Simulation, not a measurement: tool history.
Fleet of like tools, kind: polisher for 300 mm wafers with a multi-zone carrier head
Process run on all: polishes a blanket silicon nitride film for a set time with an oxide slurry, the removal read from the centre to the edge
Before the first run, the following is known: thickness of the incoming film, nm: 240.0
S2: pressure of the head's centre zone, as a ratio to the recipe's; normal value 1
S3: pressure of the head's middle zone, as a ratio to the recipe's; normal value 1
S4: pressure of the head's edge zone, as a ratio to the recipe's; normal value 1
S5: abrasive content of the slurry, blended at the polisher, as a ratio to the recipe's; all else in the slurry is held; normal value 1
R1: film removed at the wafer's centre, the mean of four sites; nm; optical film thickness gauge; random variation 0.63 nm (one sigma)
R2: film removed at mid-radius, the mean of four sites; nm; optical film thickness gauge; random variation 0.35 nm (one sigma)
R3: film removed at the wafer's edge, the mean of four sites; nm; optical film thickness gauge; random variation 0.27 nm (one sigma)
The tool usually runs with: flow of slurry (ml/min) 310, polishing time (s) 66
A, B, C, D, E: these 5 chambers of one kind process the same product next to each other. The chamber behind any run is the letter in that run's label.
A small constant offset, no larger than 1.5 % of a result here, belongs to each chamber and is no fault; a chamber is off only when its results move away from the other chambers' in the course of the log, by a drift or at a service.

{"hour": 10.8, "done": "chamber A: worn pad replaced by a new one"}
{"run": "1D", "hour": 12.2, "flow of slurry (ml/min)": 310, "S2": 1, "S3": 1, "S4": 1, "S5": 1, "polishing time (s)": 66, "R1": 42.17, "R2": 41.641, "R3": 42.298}
{"run": "2A", "hour": 22.4, "flow of slurry (ml/min)": 310, "S2": 1, "S3": 1, "S4": 1, "S5": 1, "polishing time (s)": 66, "R1": 41.607, "R2": 41.278, "R3": 42.489}
{"hour": 27.5, "done": "chamber B: worn pad replaced by a new one"}
{"run": "3B", "hour": 29.2, "flow of slurry (ml/min)": 310, "S2": 1, "S3": 1, "S4": 1, "S5": 1, "polishing time (s)": 66, "R1": 41.475, "R2": 41.908, "R3": 41.903}
{"hour": 29.8, "done": "chamber E: worn pad replaced by a new one"}
{"hour": 33.8, "done": "chamber D: edge zone pressure recalibrated"}
{"run": "4E", "hour": 39.7, "flow of slurry (ml/min)": 310, "S2": 1, "S3": 1, "S4": 1, "S5": 1, "polishing time (s)": 66, "R1": 41.673, "R2": 42.1, "R3": 42.052}
{"run": "5C", "hour": 46.0, "flow of slurry (ml/min)": 310, "S2": 1, "S3": 1, "S4": 1, "S5": 0.85, "polishing time (s)": 53, "R1": 31.46, "R2": 30.508, "R3": 31.178}
{"run": "6C", "hour": 51.7, "flow of slurry (ml/min)": 310, "S2": 1, "S3": 1, "S4": 1, "S5": 0.85, "polishing time (s)": 53, "R1": 31.846, "R2": 31.288, "R3": 31.612}
{"hour": 53.1, "done": "chamber D: worn pad replaced by a new one"}
{"run": "7B", "hour": 59.9, "flow of slurry (ml/min)": 310, "S2": 1, "S3": 1, "S4": 1, "S5": 0.85, "polishing time (s)": 53, "R1": 31.073, "R2": 31.669, "R3": 31.374}
{"hour": 66.8, "done": "chamber C: worn pad replaced by a new one"}
{"run": "8E", "hour": 67.5, "flow of slurry (ml/min)": 310, "S2": 1, "S3": 1, "S4": 1, "S5": 0.85, "polishing time (s)": 53, "R1": 31.249, "R2": 31.114, "R3": 30.824}
{"run": "9D", "hour": 73.2, "flow of slurry (ml/min)": 310, "S2": 1, "S3": 1, "S4": 1, "S5": 0.85, "polishing time (s)": 53, "R1": 30.468, "R2": 30.84, "R3": 31.259}
{"hour": 76.1, "done": "chamber B: worn pad replaced by a new one"}
{"hour": 76.1, "done": "chamber B: slurry nozzle cleaned"}
{"run": "10A", "hour": 80.0, "flow of slurry (ml/min)": 345, "S2": 1, "S3": 0.92, "S4": 1, "S5": 1, "polishing time (s)": 66, "R1": 42.957, "R2": 39.13, "R3": 42.778}
{"hour": 86.0, "done": "chamber E: centre zone pressure recalibrated"}
{"hour": 86.9, "done": "chamber E: worn pad replaced by a new one"}
{"run": "11B", "hour": 91.5, "flow of slurry (ml/min)": 345, "S2": 1, "S3": 0.92, "S4": 1, "S5": 1, "polishing time (s)": 66, "R1": 42.992, "R2": 39.333, "R3": 42.437}
{"hour": 95.8, "done": "chamber A: slurry nozzle cleaned"}
{"run": "12E", "hour": 98.0, "flow of slurry (ml/min)": 345, "S2": 1, "S3": 0.92, "S4": 1, "S5": 1, "polishing time (s)": 66, "R1": 37.591, "R2": 39.317, "R3": 42.334}
{"run": "13C", "hour": 105.4, "flow of slurry (ml/min)": 345, "S2": 1, "S3": 0.92, "S4": 1, "S5": 1, "polishing time (s)": 66, "R1": 42.991, "R2": 39.249, "R3": 42.488}
{"hour": 110.9, "done": "chamber C: centre zone pressure recalibrated"}
{"run": "14A", "hour": 114.9, "flow of slurry (ml/min)": 345, "S2": 1, "S3": 0.92, "S4": 1, "S5": 1, "polishing time (s)": 66, "R1": 42.404, "R2": 39.191, "R3": 42.229}
{"hour": 117.0, "done": "chamber D: slurry nozzle cleaned"}
{"hour": 117.9, "done": "chamber A: worn pad replaced by a new one"}
{"run": "15D", "hour": 126.3, "flow of slurry (ml/min)": 310, "S2": 1, "S3": 1, "S4": 1, "S5": 1, "polishing time (s)": 66, "R1": 42.567, "R2": 41.677, "R3": 41.823}
{"hour": 129.3, "done": "chamber B: worn pad replaced by a new one"}
{"run": "16E", "hour": 135.1, "flow of slurry (ml/min)": 310, "S2": 1, "S3": 1, "S4": 1, "S5": 1, "polishing time (s)": 66, "R1": 36.529, "R2": 41.706, "R3": 41.258}
{"hour": 135.9, "done": "chamber C: worn pad replaced by a new one"}
{"run": "17D", "hour": 144.6, "flow of slurry (ml/min)": 310, "S2": 1, "S3": 1, "S4": 1, "S5": 1, "polishing time (s)": 66, "R1": 41.036, "R2": 41.437, "R3": 41.86}
{"hour": 146.4, "done": "chamber D: worn pad replaced by a new one"}
{"run": "18B", "hour": 151.9, "flow of slurry (ml/min)": 310, "S2": 1, "S3": 1, "S4": 1, "S5": 1, "polishing time (s)": 66, "R1": 41.113, "R2": 41.762, "R3": 41.864}
{"hour": 159.6, "done": "chamber E: worn pad replaced by a new one"}
{"run": "19C", "hour": 163.4, "flow of slurry (ml/min)": 310, "S2": 1, "S3": 1, "S4": 1, "S5": 1, "polishing time (s)": 66, "R1": 43.083, "R2": 42.133, "R3": 42.042}
{"hour": 170.3, "done": "chamber E: slurry nozzle cleaned"}
{"run": "20A", "hour": 175.5, "flow of slurry (ml/min)": 310, "S2": 1, "S3": 1.04, "S4": 1, "S5": 1, "polishing time (s)": 66, "R1": 41.208, "R2": 43.507, "R3": 42.042}
{"run": "21A", "hour": 183.8, "flow of slurry (ml/min)": 310, "S2": 1, "S3": 1.04, "S4": 1, "S5": 1, "polishing time (s)": 66, "R1": 40.887, "R2": 42.849, "R3": 41.766}
{"hour": 186.6, "done": "chamber B: worn pad replaced by a new one"}
{"run": "22E", "hour": 190.1, "flow of slurry (ml/min)": 310, "S2": 1, "S3": 1.04, "S4": 1, "S5": 1, "polishing time (s)": 66, "R1": 36.892, "R2": 44.188, "R3": 41.25}
{"hour": 193.9, "done": "chamber C: worn pad replaced by a new one"}
{"run": "23B", "hour": 201.1, "flow of slurry (ml/min)": 310, "S2": 1, "S3": 1.04, "S4": 1, "S5": 1, "polishing time (s)": 66, "R1": 42.624, "R2": 43.422, "R3": 42.076}
{"run": "24D", "hour": 206.6, "flow of slurry (ml/min)": 310, "S2": 1, "S3": 1.04, "S4": 1, "S5": 1, "polishing time (s)": 66, "R1": 42.41, "R2": 43.152, "R3": 41.973}
{"run": "25C", "hour": 213.9, "flow of slurry (ml/min)": 310, "S2": 1, "S3": 1, "S4": 1, "S5": 1, "polishing time (s)": 66, "R1": 41.802, "R2": 41.921, "R3": 42.18}
{"hour": 214.5, "done": "chamber A: worn pad replaced by a new one"}
{"run": "26C", "hour": 225.1, "flow of slurry (ml/min)": 310, "S2": 1, "S3": 1, "S4": 1, "S5": 1, "polishing time (s)": 66, "R1": 42.086, "R2": 41.971, "R3": 42.494}
{"hour": 226.3, "done": "chamber E: worn pad replaced by a new one"}
{"run": "27B", "hour": 233.7, "flow of slurry (ml/min)": 310, "S2": 1, "S3": 1, "S4": 1, "S5": 1, "polishing time (s)": 66, "R1": 41.583, "R2": 42.089, "R3": 41.714}
{"hour": 237.8, "done": "chamber D: worn pad replaced by a new one"}
{"run": "28E", "hour": 242.1, "flow of slurry (ml/min)": 310, "S2": 1, "S3": 1, "S4": 1, "S5": 1, "polishing time (s)": 66, "R1": 37.329, "R2": 42.08, "R3": 41.705}
{"run": "29D", "hour": 253.6, "flow of slurry (ml/min)": 310, "S2": 1, "S3": 1, "S4": 1, "S5": 1, "polishing time (s)": 66, "R1": 42.842, "R2": 42.185, "R3": 41.912}
{"run": "30A", "hour": 264.4, "flow of slurry (ml/min)": 310, "S2": 1, "S3": 1, "S4": 1, "S5": 1, "polishing time (s)": 66, "R1": 42.15, "R2": 42.288, "R3": 42.281}
{"hour": 270.3, "done": "chamber C: worn pad replaced by a new one"}
{"run": "31C", "hour": 272.2, "flow of slurry (ml/min)": 310, "S2": 1, "S3": 1, "S4": 1, "S5": 1, "polishing time (s)": 66, "R1": 42.5, "R2": 42.415, "R3": 42.152}
{"hour": 282.8, "done": "chamber A: centre zone pressure recalibrated"}
{"run": "32A", "hour": 284.2, "flow of slurry (ml/min)": 310, "S2": 1, "S3": 1, "S4": 1, "S5": 1, "polishing time (s)": 66, "R1": 41.402, "R2": 41.558, "R3": 42.52}

Has any chamber moved away from the others, gradually or after a service, or does the common gauge drift, or do the chambers differ only by their own small steady offsets? State the chamber and the most likely cause if one applies.

After it was serviced, chamber E no longer matches the other chambers.
Most likely cause: centre zone's pressure below its setpoint, % = 10.7.

Chamber E could run next with any of the 4 candidate recipes listed below; each alters the usual settings, and their results appear as question marks. Which one brings its results back in line with what the other chambers deliver on the usual settings?
In line here means within this much of the mean the other chambers give on the usual settings: R1 2.2 nm; R2 1.2 nm; R3 0.94 nm
{"run": "33E-1", "hour": 293.1, "flow of slurry (ml/min)": 310, "S2": 0.97, "S3": 1.01, "S4": 1.01, "S5": 1, "polishing time (s)": 66, "R1": "?", "R2": "?", "R3": "?"}
{"run": "33E-2", "hour": 293.1, "flow of slurry (ml/min)": 315, "S2": 1.1, "S3": 0.97, "S4": 0.97, "S5": 1, "polishing time (s)": 68, "R1": "?", "R2": "?", "R3": "?"}
{"run": "33E-3", "hour": 293.1, "flow of slurry (ml/min)": 310, "S2": 1.03, "S3": 0.99, "S4": 0.99, "S5": 1, "polishing time (s)": 66, "R1": "?", "R2": "?", "R3": "?"}
{"run": "33E-4", "hour": 293.1, "flow of slurry (ml/min)": 305, "S2": 0.9, "S3": 1.03, "S4": 1.03, "S5": 1, "polishing time (s)": 64, "R1": "?", "R2": "?", "R3": "?"}

What the other chambers average on the usual settings: R1 41.932 nm; R2 41.831 nm; R3 42.063 nm
run=33E-1 R1=35.348 R2=41.928 R3=41.84
run=33E-2 R1=41.986 R2=41.659 R3=42.27
run=33E-3 R1=37.811 R2=41.152 R3=41.411
run=33E-4 R1=31.436 R2=41.349 R3=40.94
With 33E-2, the chamber falls back in line with the rest.
